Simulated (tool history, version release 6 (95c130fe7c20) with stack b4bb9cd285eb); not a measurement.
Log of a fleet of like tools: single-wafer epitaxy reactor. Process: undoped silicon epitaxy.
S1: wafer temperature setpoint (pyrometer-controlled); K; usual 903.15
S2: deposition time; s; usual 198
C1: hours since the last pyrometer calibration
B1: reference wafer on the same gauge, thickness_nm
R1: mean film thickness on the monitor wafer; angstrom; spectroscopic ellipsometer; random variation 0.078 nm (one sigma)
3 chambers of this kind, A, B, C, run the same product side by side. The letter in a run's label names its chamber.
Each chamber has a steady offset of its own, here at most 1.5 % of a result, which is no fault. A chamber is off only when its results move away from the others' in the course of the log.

run,day,S1,S2,C1,B1,R1
1C,0.179,903.15,198,1582.3,19.282,213.17
2B,0.379,903.15,198,2178.0,19.295,214.55
3A,0.588,903.15,198,2338.7,19.283,209.05
4A,0.712,903.15,198,2341.7,19.303,208.93
5C,0.929,903.15,198,1600.3,19.299,215.07
6B,1.062,908.15,227,2194.4,19.310,275.49
7A,1.242,908.15,227,2354.4,19.313,269.29
8C,1.467,908.15,227,1613.2,19.293,275.18
9B,1.654,903.15,198,2208.6,19.303,213.89
10C,1.925,903.15,198,1624.2,19.291,213.52
11B,2.183,903.15,198,2221.3,19.306,213.30
# day 2.438: chamber A: pyrometer calibrated
12A,2.446,903.15,177,0.3,19.301,188.02
13A,2.654,903.15,177,5.3,19.293,187.89
# day 2.725: chamber B: pyrometer calibrated
14C,2.883,903.15,177,1647.2,19.319,192.09
15B,3.150,903.15,198,10.3,19.303,221.03
16B,3.312,903.15,198,14.2,19.290,222.73
17A,3.479,903.15,198,25.1,19.305,210.54
18C,3.725,903.15,198,1667.4,19.302,215.14
19C,3.929,903.15,198,1672.3,19.291,213.71
20B,4.179,915.15,228,35.0,19.319,337.42
21A,4.400,915.15,228,47.2,19.295,316.80
22A,4.683,915.15,228,54.0,19.299,319.73
23B,4.933,903.15,198,53.1,19.317,222.94
24C,5.058,903.15,198,1699.4,19.297,214.81
25B,5.262,903.15,198,61.0,19.304,222.76
26C,5.425,903.15,198,1708.2,19.311,214.20

All 3 chambers run these settings next. Forecast each chamber's results:
27A,5.633,903.15,221,,,?
27B,5.633,903.15,221,,,?
27C,5.633,903.15,221,,,?

run,R1
27A,235.76
27B,248.65
27C,239.19
